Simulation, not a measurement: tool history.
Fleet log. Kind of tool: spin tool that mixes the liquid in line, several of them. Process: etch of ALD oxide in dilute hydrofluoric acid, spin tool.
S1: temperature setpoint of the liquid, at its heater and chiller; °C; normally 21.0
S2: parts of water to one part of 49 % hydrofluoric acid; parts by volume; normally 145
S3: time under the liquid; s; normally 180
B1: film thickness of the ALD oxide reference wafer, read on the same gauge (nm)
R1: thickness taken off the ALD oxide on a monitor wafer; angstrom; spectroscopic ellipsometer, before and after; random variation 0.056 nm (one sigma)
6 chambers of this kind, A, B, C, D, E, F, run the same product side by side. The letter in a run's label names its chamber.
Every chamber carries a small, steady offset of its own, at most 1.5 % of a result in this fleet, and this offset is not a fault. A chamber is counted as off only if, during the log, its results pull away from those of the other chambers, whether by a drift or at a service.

run	day	S1	S2	S3	B1	R1
1A	0.142	21.0	145	180	79.992	167.21
2E	0.308	21.0	145	180	80.008	164.83
3F	0.479	21.0	145	180	79.997	163.71
4D	0.750	21.0	145	180	80.008	165.51
5B	0.942	21.0	120	180	79.973	206.40
6C	1.200	21.0	120	180	80.038	209.25
7E	1.342	21.0	120	180	79.990	203.57
8B	1.504	21.0	120	180	79.965	206.25
9D	1.767	21.0	120	180	79.982	205.09
10F	1.962	21.0	120	180	79.997	203.97
# day 2.042: chamber A: thermometer replaced
11A	2.204	21.0	145	180	79.997	167.23
12C	2.438	21.0	145	180	80.019	167.19
13A	2.646	21.0	80	180	80.004	322.19
# day 2.654: chamber C: hydrofluoric acid flow meter replaced
14F	2.821	21.0	80	180	80.003	321.12
15B	3.012	21.0	80	180	79.997	325.81
16E	3.279	21.0	80	180	79.993	323.56
17C	3.446	21.0	80	180	80.000	330.67
18D	3.629	21.0	80	180	80.012	318.87
19D	3.875	21.0	145	180	79.998	165.61
20B	3.996	21.0	145	180	80.017	164.85
21C	4.125	21.0	145	180	79.994	168.19
22F	4.346	23.5	185	180	79.999	134.46
23E	4.558	23.5	185	180	80.007	135.55
24A	4.825	23.5	185	180	80.003	138.90
25F	5.067	23.5	185	180	80.001	133.90
26A	5.262	23.5	185	180	80.025	138.66
27D	5.479	23.5	185	180	79.997	136.91
28C	5.608	21.0	145	180	80.021	167.17
29E	5.842	21.0	145	180	79.976	164.51
30B	6.104	21.0	145	180	79.968	164.73
31E	6.254	21.0	145	180	80.023	162.94
32D	6.500	21.0	145	180	80.008	164.99
33C	6.642	21.0	145	180	79.985	167.76
34F	6.808	21.0	145	180	80.006	164.40
35B	6.967	21.0	115	180	80.011	215.28
36A	7.217	21.0	115	180	80.018	218.21
37F	7.400	21.0	115	180	79.996	213.78
38A	7.579	21.0	115	180	79.980	218.15
39B	7.721	21.0	115	180	79.994	216.83

Is one chamber off against the others, does the gauge drift, or is nothing wrong? If a chamber is off, say which, and what the likeliest cause is.

Beyond each chamber's small constant offset nothing stands out, and the gauge stays steady.
